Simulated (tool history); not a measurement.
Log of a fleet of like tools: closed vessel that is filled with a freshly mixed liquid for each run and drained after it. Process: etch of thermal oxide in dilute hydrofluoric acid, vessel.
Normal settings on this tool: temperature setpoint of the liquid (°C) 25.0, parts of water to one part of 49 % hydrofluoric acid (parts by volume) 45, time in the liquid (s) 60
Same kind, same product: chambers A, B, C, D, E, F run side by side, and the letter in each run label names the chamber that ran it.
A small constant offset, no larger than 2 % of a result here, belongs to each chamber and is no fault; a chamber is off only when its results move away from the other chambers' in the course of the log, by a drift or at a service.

run   hour  temperature setpoint of the liquid (°C)  parts of water to one part of 49 % hydrofluoric acid (parts by volume)  time in the liquid (s)  read-back film thickness of the thermal oxide reference wafer, read on the same gauge (nm)  thickness taken off the thermal oxide on a monitor wafer (Å)
 1F    6.1                                     25.0                                                                      45                      60                                                                                      80.010                                                        71.231
 2E   11.2                                     25.0                                                                      45                      60                                                                                      80.053                                                        71.072
 3A   17.2                                     25.0                                                                      45                      60                                                                                      80.031                                                        71.701
 4B   20.5                                     25.0                                                                      45                      60                                                                                      80.006                                                        72.126
 5D   25.8                                     25.0                                                                      45                      60                                                                                      79.999                                                        70.844
 6C   30.7                                     25.0                                                                      45                      60                                                                                      79.991                                                        71.476
 7E   36.9                                     25.0                                                                      45                      60                                                                                      80.008                                                        71.679
 8D   43.4                                     25.0                                                                      45                      60                                                                                      80.040                                                        71.587
 9F   49.4                                     25.0                                                                      45                      60                                                                                      79.950                                                        71.200
10C   53.0                                     25.0                                                                      45                      60                                                                                      79.963                                                        73.080
11B   56.5                                     25.0                                                                      45                      60                                                                                      80.064                                                        72.903
12A   61.1                                     25.0                                                                      45                      60                                                                                      79.981                                                        71.513
13F   65.4                                     25.0                                                                      45                      60                                                                                      80.056                                                        70.662
14E   69.9                                     25.0                                                                      45                      60                                                                                      80.020                                                        71.665
15D   73.7                                     25.0                                                                      30                      60                                                                                      80.048                                                       111.140
16A   80.4                                     25.0                                                                      30                      60                                                                                      80.040                                                       111.290
17B   84.0                                     25.0                                                                      30                      60                                                                                      79.985                                                       112.460
18C   89.3                                     25.0                                                                      30                      60                                                                                      80.002                                                       110.130
19E   95.1                                     25.0                                                                      30                      60                                                                                      79.994                                                       109.880
20D  100.6                                     25.0                                                                      30                      60                                                                                      80.009                                                       111.440
21A  105.1                                     25.0                                                                      45                      60                                                                                      80.051                                                        72.430
22F  109.8                                     25.0                                                                      45                      60                                                                                      80.014                                                        70.910
23C  116.5                                     25.0                                                                      45                      60                                                                                      80.009                                                        72.404
24B  121.7                                     25.0                                                                      35                      90                                                                                      80.005                                                       143.550
25A  126.3                                     25.0                                                                      35                      90                                                                                      79.978                                                       140.820
26B  130.3                                     25.0                                                                      35                      90                                                                                      79.986                                                       142.770
27F  134.8                                     25.0                                                                      35                      90                                                                                      79.988                                                       138.600
     139.4  -- chamber E: hydrofluoric acid flow meter replaced
28C  141.6                                     25.0                                                                      35                      90                                                                                      80.021                                                       140.950
29D  148.0                                     25.0                                                                      35                      90                                                                                      80.024                                                       140.580
30E  152.4                                     25.0                                                                      45                      60                                                                                      79.994                                                        71.360
31A  156.3                                     25.0                                                                      45                      60                                                                                      80.034                                                        71.447
32F  162.4                                     25.0                                                                      45                      60                                                                                      79.950                                                        71.328
33E  165.8                                     25.0                                                                      45                      60                                                                                      80.043                                                        70.735
34C  172.4                                     25.0                                                                      45                      60                                                                                      79.980                                                        72.352
35D  178.7                                     22.5                                                                      45                      60                                                                                      80.049                                                        65.043
36B  185.3                                     22.5                                                                      45                      60                                                                                      79.981                                                        66.071
37D  190.2                                     22.5                                                                      45                      60                                                                                      80.006                                                        65.170
38B  197.0                                     22.5                                                                      45                      60                                                                                      80.014                                                        64.880
39F  201.1                                     22.5                                                                      45                      60                                                                                      79.987                                                        63.784
40C  206.4                                     22.5                                                                      45                      60                                                                                      79.995                                                        64.481
41E  211.4                                     25.0                                                                      45                      60                                                                                      79.981                                                        71.254
42A  215.0                                     25.0                                                                      45                      60                                                                                      79.976                                                        71.381

All chambers now run identical settings, listed one chamber a line with results as question marks. What results will each chamber show?
43A  220.0                                     25.0                                                                      45                      60                                                                                                                                                         ?
43B  220.0                                     25.0                                                                      45                      60                                                                                                                                                         ?
43C  220.0                                     25.0                                                                      45                      60                                                                                                                                                         ?
43D  220.0                                     25.0                                                                      45                      60                                                                                                                                                         ?
43E  220.0                                     25.0                                                                      45                      60                                                                                                                                                         ?
43F  220.0                                     25.0                                                                      45                      60                                                                                                                                                         ?

run  thickness taken off the thermal oxide on a monitor wafer (Å)
43A                                                        71.287
43B                                                        73.350
43C                                                        71.931
43D                                                        71.008
43E                                                        71.362
43F                                                        70.731

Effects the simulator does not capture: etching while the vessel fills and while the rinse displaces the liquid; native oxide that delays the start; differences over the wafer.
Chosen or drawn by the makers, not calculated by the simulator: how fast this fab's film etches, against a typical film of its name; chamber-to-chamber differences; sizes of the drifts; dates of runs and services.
